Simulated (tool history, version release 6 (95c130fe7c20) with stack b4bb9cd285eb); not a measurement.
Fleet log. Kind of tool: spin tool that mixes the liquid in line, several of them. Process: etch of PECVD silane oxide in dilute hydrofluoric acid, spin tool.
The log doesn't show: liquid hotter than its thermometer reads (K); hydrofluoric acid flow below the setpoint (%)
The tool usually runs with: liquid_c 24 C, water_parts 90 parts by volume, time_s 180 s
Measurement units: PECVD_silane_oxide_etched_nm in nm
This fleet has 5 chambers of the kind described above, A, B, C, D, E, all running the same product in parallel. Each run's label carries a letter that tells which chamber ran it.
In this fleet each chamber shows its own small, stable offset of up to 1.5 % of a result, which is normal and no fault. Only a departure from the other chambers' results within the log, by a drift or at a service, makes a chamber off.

run	hour	liquid_c	water_parts	time_s	hours since the thermometer was replaced	hours since the hydrofluoric acid flow meter was replaced	read-back film thickness of the PECVD silane oxide reference wafer, read on the same gauge (nm)	PECVD_silane_oxide_etched_nm
1D	3.3	24	90	180	270.5	691.6	59.992	30.542
2B	7.4	24	90	180	338.2	450.6	60.002	30.162
3E	10.9	24	90	180	526.5	185.1	59.991	29.943
4A	14.4	24	90	180	1299.3	154.2	60.014	30.284
5C	17.3	24	90	180	766.5	184.9	59.991	31.081
6D	21.4	24	90	180	288.6	709.7	60.003	30.347
7A	25	24	105	180	1309.9	164.8	60.019	25.665
8E	29.6	24	105	180	545.2	203.8	59.974	25.572
9B	33.7	24	105	180	364.5	476.9	59.989	25.287
10C	36.5	24	105	180	785.7	204.1	60	25.499
11A	41.3	24	105	180	1326.2	181.1	60.01	25.848
12C	45	24	90	180	794.2	212.6	59.993	30.508
13E	49.1	24	90	180	564.7	223.3	59.999	30.544
14D	51.6	24	90	180	318.8	739.9	60.001	30.513
15B	56.6	24	90	180	387.4	499.8	60.016	30.071
16E	60.2	24	90	180	575.8	234.4	60	30.853
17D	63.3	24	90	180	330.5	751.6	59.985	30.918
18B	66.1	24	90	180	396.9	509.3	60.032	30.023
19C	71.1	24	90	180	820.3	238.7	59.988	30.632
# hour 73.1: chamber C: thermometer replaced
20A	73.6	28.5	115	180	1358.5	213.4	59.997	27.454
21C	75.8	28.5	115	180	2.7	243.4	60.008	27.943
22A	80.2	28.5	115	180	1365.1	220	59.995	27.896
23D	84	28.5	115	180	351.2	772.3	60.003	27.924
24B	86.3	28.5	115	180	417.1	529.5	59.98	27.251
25E	90.5	26.5	90	145	606.1	264.7	59.975	27.896
26E	93.2	26.5	90	145	608.8	267.4	60.011	27.785
27A	96.8	26.5	90	145	1381.7	236.6	59.992	27.265
28B	100.9	26.5	90	145	431.7	544.1	59.98	26.756
29C	105.6	26.5	90	145	32.5	273.2	59.986	26.914
30D	109.5	24	90	180	376.7	797.8	60.002	31.136
31E	114.6	26	90	105	630.2	288.8	60.028	20.218
32B	118.6	26	90	105	449.4	561.8	59.984	18.845
33D	123.3	26	90	105	390.5	811.6	60.01	19.318
34A	128	26	90	105	1412.9	267.8	60.003	19.234
35C	130.5	26	90	105	57.4	298.1	60.002	19.208
36B	134.1	24	90	180	464.9	577.3	59.999	30.162
37E	139	24	90	180	654.6	313.2	60.01	32.33
38D	141.6	24	90	180	408.8	829.9	59.981	30.89
39A	146.4	24	90	180	1431.3	286.2	60.006	30.487
40C	149.6	24	90	180	76.5	317.2	60.004	30.399
41C	152.2	24	90	180	79.1	319.8	59.975	30.348
42D	157.3	24	90	180	424.5	845.6	59.994	30.675
43B	159.9	24	90	180	490.7	603.1	60.004	29.826
44E	164.7	24	90	180	680.3	338.9	59.998	32.579

Has any chamber moved away from the others, gradually or after a service, or does the common gauge drift, or do the chambers differ only by their own small steady offsets? State the chamber and the most likely cause if one applies.

It is chamber E that slowly wanders off from its peers.
Cause: liquid hotter than its thermometer reads (K) = 2.2.
Not necessarily distinguishable in this log from: hydrofluoric acid flow above the setpoint (%).

Which of the 4 candidates below, each the usual settings with something changed and its results left as question marks, puts chamber E back in line with what the other chambers give on the usual settings?
A result is in line if it is within this distance of the other chambers' mean on the usual settings: PECVD_silane_oxide_etched_nm 0.86 nm
45E-1	168.3	24	90	175				?
45E-2	168.3	24	90	195				?
45E-3	168.3	24	90	185				?
45E-4	168.3	22	90	180				?

The other chambers' mean on the usual settings: PECVD_silane_oxide_etched_nm 30.494 nm
run	PECVD_silane_oxide_etched_nm
45E-1	32.04
45E-2	35.701
45E-3	33.871
45E-4	30.429
It is 45E-4 that realigns the chamber with its peers.

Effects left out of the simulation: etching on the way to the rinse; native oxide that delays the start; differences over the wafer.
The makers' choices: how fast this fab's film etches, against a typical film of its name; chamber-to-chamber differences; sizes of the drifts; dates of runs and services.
